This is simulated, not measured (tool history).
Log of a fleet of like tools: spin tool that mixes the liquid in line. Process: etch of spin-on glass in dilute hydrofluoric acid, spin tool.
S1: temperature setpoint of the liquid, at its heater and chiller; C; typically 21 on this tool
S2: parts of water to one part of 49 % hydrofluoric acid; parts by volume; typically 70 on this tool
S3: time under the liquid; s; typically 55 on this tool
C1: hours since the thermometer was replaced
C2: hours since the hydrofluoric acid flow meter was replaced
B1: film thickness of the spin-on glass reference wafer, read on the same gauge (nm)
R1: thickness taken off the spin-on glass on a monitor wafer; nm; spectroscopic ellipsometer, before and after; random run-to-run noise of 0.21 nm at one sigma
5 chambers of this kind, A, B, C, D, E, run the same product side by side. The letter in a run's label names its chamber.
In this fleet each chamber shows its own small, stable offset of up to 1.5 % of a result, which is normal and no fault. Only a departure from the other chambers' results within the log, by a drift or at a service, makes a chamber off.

{"run": "1B", "hour": 6.4, "S1": 21, "S2": 70, "S3": 55, "C1": 62.3, "C2": 1349, "B1": 29.993, "R1": 23.441}
{"run": "2D", "hour": 16.4, "S1": 21, "S2": 70, "S3": 55, "C1": 897.1, "C2": 114.3, "B1": 30.025, "R1": 23.861}
{"run": "3C", "hour": 22.4, "S1": 21, "S2": 70, "S3": 55, "C1": 232.9, "C2": 322.3, "B1": 29.989, "R1": 23.986}
{"run": "4A", "hour": 28.9, "S1": 21, "S2": 70, "S3": 55, "C1": 1017.8, "C2": 138.8, "B1": 29.961, "R1": 23.613}
{"run": "5E", "hour": 38.7, "S1": 21, "S2": 70, "S3": 55, "C1": 39.2, "C2": 308.3, "B1": 29.977, "R1": 23.952}
{"run": "6E", "hour": 47.4, "S1": 21, "S2": 70, "S3": 55, "C1": 47.9, "C2": 317, "B1": 30.01, "R1": 23.901}
{"run": "7B", "hour": 56.3, "S1": 17, "S2": 70, "S3": 55, "C1": 112.2, "C2": 1398.9, "B1": 29.997, "R1": 19.803}
{"run": "8D", "hour": 63.2, "S1": 17, "S2": 70, "S3": 55, "C1": 943.9, "C2": 161.1, "B1": 29.989, "R1": 19.993}
{"run": "9A", "hour": 69.6, "S1": 17, "S2": 70, "S3": 55, "C1": 1058.5, "C2": 179.5, "B1": 30.023, "R1": 19.973}
{"run": "10C", "hour": 79.3, "S1": 17, "S2": 70, "S3": 55, "C1": 289.8, "C2": 379.2, "B1": 30.018, "R1": 20.062}
{"run": "11B", "hour": 87.9, "S1": 17, "S2": 70, "S3": 55, "C1": 143.8, "C2": 1430.5, "B1": 30.07, "R1": 19.703}
{"run": "12C", "hour": 98.7, "S1": 21, "S2": 70, "S3": 55, "C1": 309.2, "C2": 398.6, "B1": 30.026, "R1": 23.707}
{"run": "13A", "hour": 109.2, "S1": 21, "S2": 70, "S3": 55, "C1": 1098.1, "C2": 219.1, "B1": 29.953, "R1": 23.918}
{"run": "14E", "hour": 119.9, "S1": 25.5, "S2": 70, "S3": 55, "C1": 120.4, "C2": 389.5, "B1": 30.032, "R1": 28.181}
{"run": "15D", "hour": 126.4, "S1": 25.5, "S2": 70, "S3": 55, "C1": 1007.1, "C2": 224.3, "B1": 29.983, "R1": 28.612}
{"run": "16C", "hour": 133.5, "S1": 25.5, "S2": 70, "S3": 55, "C1": 344, "C2": 433.4, "B1": 29.961, "R1": 28.466}
{"run": "17A", "hour": 146.0, "S1": 25.5, "S2": 70, "S3": 55, "C1": 1134.9, "C2": 255.9, "B1": 29.992, "R1": 28.105}
{"run": "18B", "hour": 153.3, "S1": 25.5, "S2": 70, "S3": 55, "C1": 209.2, "C2": 1495.9, "B1": 30.025, "R1": 27.712}
{"run": "19D", "hour": 165.9, "S1": 21, "S2": 70, "S3": 55, "C1": 1046.6, "C2": 263.8, "B1": 30.012, "R1": 23.923}
{"run": "20E", "hour": 176.2, "S1": 21, "S2": 70, "S3": 55, "C1": 176.7, "C2": 445.8, "B1": 29.987, "R1": 22.94}
{"run": "21C", "hour": 188.3, "S1": 24.5, "S2": 70, "S3": 55, "C1": 398.8, "C2": 488.2, "B1": 29.969, "R1": 27.106}
{"run": "22A", "hour": 198.1, "S1": 24.5, "S2": 70, "S3": 55, "C1": 1187, "C2": 308, "B1": 30.027, "R1": 27.231}
{"run": "23D", "hour": 209.3, "S1": 24.5, "S2": 70, "S3": 55, "C1": 1090, "C2": 307.2, "B1": 29.992, "R1": 27.462}
{"run": "24E", "hour": 221.6, "S1": 24.5, "S2": 70, "S3": 55, "C1": 222.1, "C2": 491.2, "B1": 29.968, "R1": 25.776}
{"run": "25B", "hour": 233.5, "S1": 24.5, "S2": 70, "S3": 55, "C1": 289.4, "C2": 1576.1, "B1": 29.988, "R1": 27.056}
{"run": "26A", "hour": 244.9, "S1": 21, "S2": 70, "S3": 55, "C1": 1233.8, "C2": 354.8, "B1": 30.021, "R1": 23.582}
{"run": "27B", "hour": 256.6, "S1": 21, "S2": 70, "S3": 55, "C1": 312.5, "C2": 1599.2, "B1": 30.014, "R1": 23.617}
{"run": "28D", "hour": 266.7, "S1": 21, "S2": 70, "S3": 55, "C1": 1147.4, "C2": 364.6, "B1": 30.032, "R1": 23.831}
{"run": "29E", "hour": 277.4, "S1": 21, "S2": 70, "S3": 55, "C1": 277.9, "C2": 547, "B1": 30.017, "R1": 22.087}
{"run": "30C", "hour": 289.7, "S1": 21, "S2": 70, "S3": 55, "C1": 500.2, "C2": 589.6, "B1": 30.016, "R1": 23.691}
{"run": "31D", "hour": 296.2, "S1": 21, "S2": 70, "S3": 55, "C1": 1176.9, "C2": 394.1, "B1": 29.996, "R1": 23.591}
{"run": "32C", "hour": 307.1, "S1": 21, "S2": 70, "S3": 55, "C1": 517.6, "C2": 607, "B1": 29.995, "R1": 23.499}
{"run": "33A", "hour": 318.5, "S1": 21, "S2": 70, "S3": 55, "C1": 1307.4, "C2": 428.4, "B1": 30.017, "R1": 24.086}
{"run": "34B", "hour": 331.0, "S1": 21, "S2": 70, "S3": 30, "C1": 386.9, "C2": 1673.6, "B1": 30.002, "R1": 12.728}
{"run": "35E", "hour": 342.0, "S1": 21, "S2": 70, "S3": 30, "C1": 342.5, "C2": 611.6, "B1": 30.001, "R1": 11.561}
{"run": "36C", "hour": 355.0, "S1": 21, "S2": 70, "S3": 30, "C1": 565.5, "C2": 654.9, "B1": 30.007, "R1": 13.001}
{"run": "37A", "hour": 363.1, "S1": 21, "S2": 70, "S3": 30, "C1": 1352, "C2": 473, "B1": 30.009, "R1": 13.098}
{"run": "38B", "hour": 375.0, "S1": 21, "S2": 70, "S3": 30, "C1": 430.9, "C2": 1717.6, "B1": 30.02, "R1": 12.933}
{"run": "39E", "hour": 387.3, "S1": 21, "S2": 70, "S3": 55, "C1": 387.8, "C2": 656.9, "B1": 30.018, "R1": 21.502}

Which is it: a chamber that has drifted or been left off by a service, a gauge drift common to all chambers, or only each chamber's usual small offset? If a chamber is off, name it and its likeliest cause.

It is chamber E that slowly wanders off from its peers.
Cause: hydrofluoric acid flow below the setpoint (%) = 10.
It could be hard to tell apart here from: liquid colder than its thermometer reads (K).

Below are 4 candidate recipes for chamber E's next run, each the usual settings with a change, their results shown as question marks. Which of them brings E's results back in line with what the other chambers give on the usual settings?
To be in line, a result may differ from the other chambers' mean on the usual settings by at most: R1 0.72 nm
{"run": "40E-1", "hour": 396.9, "S1": 22, "S2": 70, "S3": 55, "R1": "?"}
{"run": "40E-2", "hour": 396.9, "S1": 21.5, "S2": 70, "S3": 60, "R1": "?"}
{"run": "40E-3", "hour": 396.9, "S1": 20, "S2": 70, "S3": 55, "R1": "?"}
{"run": "40E-4", "hour": 396.9, "S1": 20.5, "S2": 70, "S3": 50, "R1": "?"}

Usual-settings mean across the other chambers: R1 23.661 nm
run=40E-1 R1=22.029
run=40E-2 R1=23.553
run=40E-3 R1=20.315
run=40E-4 R1=18.849
With 40E-2, the chamber falls back in line with the rest.
